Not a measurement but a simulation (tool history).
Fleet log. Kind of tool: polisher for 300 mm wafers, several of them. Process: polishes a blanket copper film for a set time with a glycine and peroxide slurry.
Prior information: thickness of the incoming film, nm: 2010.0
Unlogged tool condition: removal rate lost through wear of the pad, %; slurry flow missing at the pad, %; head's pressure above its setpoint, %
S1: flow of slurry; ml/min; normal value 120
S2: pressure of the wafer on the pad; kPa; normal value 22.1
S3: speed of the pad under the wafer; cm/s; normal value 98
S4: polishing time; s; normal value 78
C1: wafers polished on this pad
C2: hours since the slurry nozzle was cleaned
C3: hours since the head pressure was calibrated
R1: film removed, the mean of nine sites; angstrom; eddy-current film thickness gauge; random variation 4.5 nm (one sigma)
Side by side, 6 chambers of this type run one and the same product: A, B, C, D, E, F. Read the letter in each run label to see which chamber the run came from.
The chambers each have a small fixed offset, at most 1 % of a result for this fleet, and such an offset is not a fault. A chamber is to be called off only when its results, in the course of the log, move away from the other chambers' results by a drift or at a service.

run     day   S1    S2   S3  S4    C1     C2      C3      R1
 1C   0.479  120  22.1   98  78   678   60.6    96.1  4666.7
      0.662  -- chamber E: worn pad replaced by a new one
 2B   0.871  120  22.1   98  78  1099  247.4   133.0  4690.9
 3F   1.271  120  22.1   98  78   660  268.7    37.4  4601.6
      1.454  -- chamber F: worn pad replaced by a new one
 4D   1.708  120  22.1   98  78   534  164.4   184.2  4566.7
 5E   1.962  135  22.1   98  95   273  121.6  1085.9  5921.9
      2.229  -- chamber B: worn pad replaced by a new one
 6A   2.300  135  22.1   98  95   835  141.1   844.0  5764.4
 7C   2.546  135  22.1   98  95  1112  110.2   145.7  5792.7
      2.642  -- chamber A: worn pad replaced by a new one
 8E   2.833  135  22.1   98  95   456  142.5  1106.8  5813.9
 9A   3.254  135  22.1   98  95   129  164.0   866.9  5766.8
      3.562  -- chamber C: worn pad replaced by a new one
10B   3.712  135  22.1   98  95   312  315.6   201.2  5840.9
11F   3.933  120  22.1   98  78   521  332.6   101.3  4589.6
      3.971  -- chamber F: slurry nozzle cleaned
12D   4.300  120  22.1   98  78  1079  226.6   246.4  4654.6
13E   4.662  120  22.1   98  78   841  186.4  1150.7  4637.2
      4.846  -- chamber F: worn pad replaced by a new one
14B   5.092  120  22.1   98  78   602  348.7   234.3  4656.9
      5.325  -- chamber D: worn pad replaced by a new one
15C   5.442  120  22.1   98  78   395  179.7   215.2  4688.4
16F   5.946  120  22.1   98  78   231   47.4   149.6  4609.9
17A   6.400  120  22.1   98  78   790  239.5   942.4  4648.9
18D   6.825  120  22.1   98  78   315  287.2   307.0  4653.2
      6.850  -- chamber A: worn pad replaced by a new one
19B   7.212  120  22.1   98  78  1047  399.6   285.2  4596.0
      7.292  -- chamber B: worn pad replaced by a new one
      7.446  -- chamber E: worn pad replaced by a new one
20F   7.638  120  22.1   98  78   587   88.0   190.2  4625.7
21E   8.008  120  22.1   98  78   118  266.7  1231.0  4660.1
      8.133  -- chamber F: worn pad replaced by a new one
22D   8.371  120  22.1   98  78   640  324.3   344.1  4626.7
      8.742  -- chamber A: head pressure recalibrated
23C   8.804  155  22.1   98  78  1102  260.4   295.9  4950.9
24A   9.054  155  22.1   98  78   463  303.2     7.6  4952.5
      9.071  -- chamber C: worn pad replaced by a new one
      9.312  -- chamber E: slurry nozzle cleaned
25E   9.446  155  22.1   98  78   420    3.2  1265.5  5038.2
26B   9.883  155  22.1   98  78   545  463.7   349.3  4781.7
27F  10.346  155  22.1   98  78   465  153.0   255.2  4830.0
28D  10.758  155  22.1   98  78  1141  381.6   401.4  4900.2
     11.000  -- chamber A: worn pad replaced by a new one
29A  11.179  120  22.1   98  78    38  354.2    58.6  4636.3
30C  11.450  120  22.1   98  78   500  323.9   359.4  4716.2
     11.492  -- chamber F: worn pad replaced by a new one
     11.742  -- chamber D: head pressure recalibrated
31E  11.762  120  22.1   98  78   907   58.8  1321.1  4648.2
32F  12.096  120  26.2  116  78   127  195.0   297.2  6261.6
     12.367  -- chamber D: worn pad replaced by a new one
33D  12.583  120  26.2  116  78    46  425.4    20.2  6245.7
     12.821  -- chamber B: worn pad replaced by a new one
34B  12.938  120  26.2  116  78    25  537.0   422.6  6007.4
35A  13.275  120  26.2  116  78   478  404.5   108.9  6179.9
36C  13.633  120  26.2  116  78   959  376.3   411.8  6222.6

What goes on in this fleet: one chamber off, a drifting gauge, or nothing beyond the chambers' own small offsets? Name the chamber and the cause, if any.

Little by little, chamber B moves away from the other chambers.
What lies behind it: slurry flow missing at the pad, % = 20.6.
Not necessarily distinguishable in this log from: head's pressure below its setpoint, %.

Below are 4 candidate recipes for chamber B's next run, each the usual settings with a change, their results shown as question marks. Which of them brings B's results back in line with what the other chambers give on the usual settings?
Counts as in line when no further than this from what the other chambers average on the usual settings: R1 160.0 angstrom
37B-1  13.992   95  22.1   98  78               ?
37B-2  13.992  120  20.7   92  78               ?
37B-3  13.992  120  23.4  106  78               ?
37B-4  13.992  120  22.1   98  82               ?

Mean of the other chambers on the usual settings: R1 4649.6 angstrom
  run      R1
37B-1  4120.3
37B-2  3963.5
37B-3  4960.3
37B-4  4634.1
The answer is 37B-4, which returns the chamber to within the allowed miss of the others.
